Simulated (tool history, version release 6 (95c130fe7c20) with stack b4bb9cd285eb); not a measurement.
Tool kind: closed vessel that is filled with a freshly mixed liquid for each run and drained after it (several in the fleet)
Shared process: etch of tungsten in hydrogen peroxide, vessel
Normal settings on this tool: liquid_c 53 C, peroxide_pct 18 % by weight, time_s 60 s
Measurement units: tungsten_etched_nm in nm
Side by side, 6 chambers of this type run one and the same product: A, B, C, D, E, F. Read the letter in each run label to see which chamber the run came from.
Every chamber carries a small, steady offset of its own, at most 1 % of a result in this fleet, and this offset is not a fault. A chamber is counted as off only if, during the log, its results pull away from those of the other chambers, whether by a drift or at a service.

run	hour	liquid_c	peroxide_pct	time_s	hours since the thermometer was replaced	hours since the peroxide flow meter was replaced	hours since the drum of peroxide was connected	read-back film thickness of the tungsten reference wafer, read on the same gauge (nm)	tungsten_etched_nm
1C	6.4	53	18	60	33.6	992.8	163.3	149.99	193.39
2A	14.6	53	18	60	212.5	652.1	770	149.99	191.5
3B	22.1	53	18	60	1284.5	661.7	605.7	150	192.18
4F	29.2	53	18	60	42	434.4	1071.3	149.99	193.56
5E	39	53	18	60	1521.4	582.7	321.1	150	192.28
6D	46.1	53	18	60	1481.7	604.1	348.3	149.99	189.68
# hour 50.2: chamber E: new drum of peroxide connected
7B	52.5	53	18	60	1314.9	692.1	636.1	149.98	194.1
8D	60.9	53	18	60	1496.5	618.9	363.1	149.99	190.51
9F	68.3	53	18	50	81.1	473.5	1110.4	150	158.38
10C	75.6	53	18	50	102.8	1062	232.5	149.99	158.95
11A	84.9	53	18	50	282.8	722.4	840.3	150	158.31
12E	93.3	53	18	50	1575.7	637	43.1	149.99	160.88
13A	102.9	53	18	50	300.8	740.4	858.3	150	159.82
14D	112.1	53	18	50	1547.7	670.1	414.3	150.01	158.7
15B	121.1	53	18	60	1383.5	760.7	704.7	150	190.5
16C	128.4	53	18	60	155.6	1114.8	285.3	150	190.17
17F	138	56.5	18	60	150.8	543.2	1180.1	150	233.39
18E	146.2	56.5	18	60	1628.6	689.9	96	150.01	238.81
19F	156	56.5	18	60	168.8	561.2	1198.1	149.99	233.71
20A	161.2	56.5	18	60	359.1	798.7	916.6	150	232.54
21E	167.3	56.5	18	60	1649.7	711	117.1	150	239.02
# hour 167.8: chamber C: peroxide flow meter replaced
22B	172	56.5	18	60	1434.4	811.6	755.6	150.02	240.79
23D	181.9	53	18	60	1617.5	739.9	484.1	150	190.76
24C	186.3	53	22.5	60	213.5	18.5	343.2	150.01	214.69
25E	196	53	22.5	60	1678.4	739.7	145.8	150	218.68
26B	203	53	22.5	60	1465.4	842.6	786.6	150	213.88
# hour 207: chamber B: thermometer replaced
27D	210.6	53	22.5	60	1646.2	768.6	512.8	149.99	213.94
28F	215.1	53	22.5	60	227.9	620.3	1257.2	150.01	209.87
29C	223.3	53	22.5	60	250.5	55.5	380.2	150.01	216.14
30A	228.2	53	18	60	426.1	865.7	983.6	149.99	191.78
31A	234.7	53	18	60	432.6	872.2	990.1	150	191.64
32B	243.6	53	18	60	36.6	883.2	827.2	150	190.07
# hour 251.7: chamber A: new drum of peroxide connected
33D	253.2	44	18	60	1688.8	811.2	555.4	150.01	109.09
34E	262.9	44	18	60	1745.3	806.6	212.7	150	108.98
35F	270.8	44	18	60	283.6	676	1312.9	150.01	106.33
36C	279.3	44	18	60	306.5	111.5	436.2	149.99	109.74
37D	288.8	44	18	60	1724.4	846.8	591	149.98	109.67
38C	298.8	44	18	60	326	131	455.7	150.01	109.17
# hour 301.1: chamber E: thermometer replaced
# hour 303.6: chamber F: new drum of peroxide connected
39F	307.6	53	18	60	320.4	712.8	4	150	183.12
40E	312.7	53	18	60	11.7	856.4	262.5	149.98	191.75
# hour 318.6: chamber B: new drum of peroxide connected
41A	319	53	18	60	516.9	956.5	67.4	149.98	189.69
42B	324.8	53	18	60	117.8	964.4	6.3	149.99	191.67
43B	334.7	53	18	60	127.7	974.3	16.2	150.01	191.61

Each of the 6 chambers runs these same settings next. Fill in every chamber's results:
44A	341.9	62	18	60					?
44B	341.9	62	18	60					?
44C	341.9	62	18	60					?
44D	341.9	62	18	60					?
44E	341.9	62	18	60					?
44F	341.9	62	18	60					?

run	tungsten_etched_nm
44A	319.28
44B	329.46
44C	325.54
44D	320.59
44E	325.93
44F	310.56
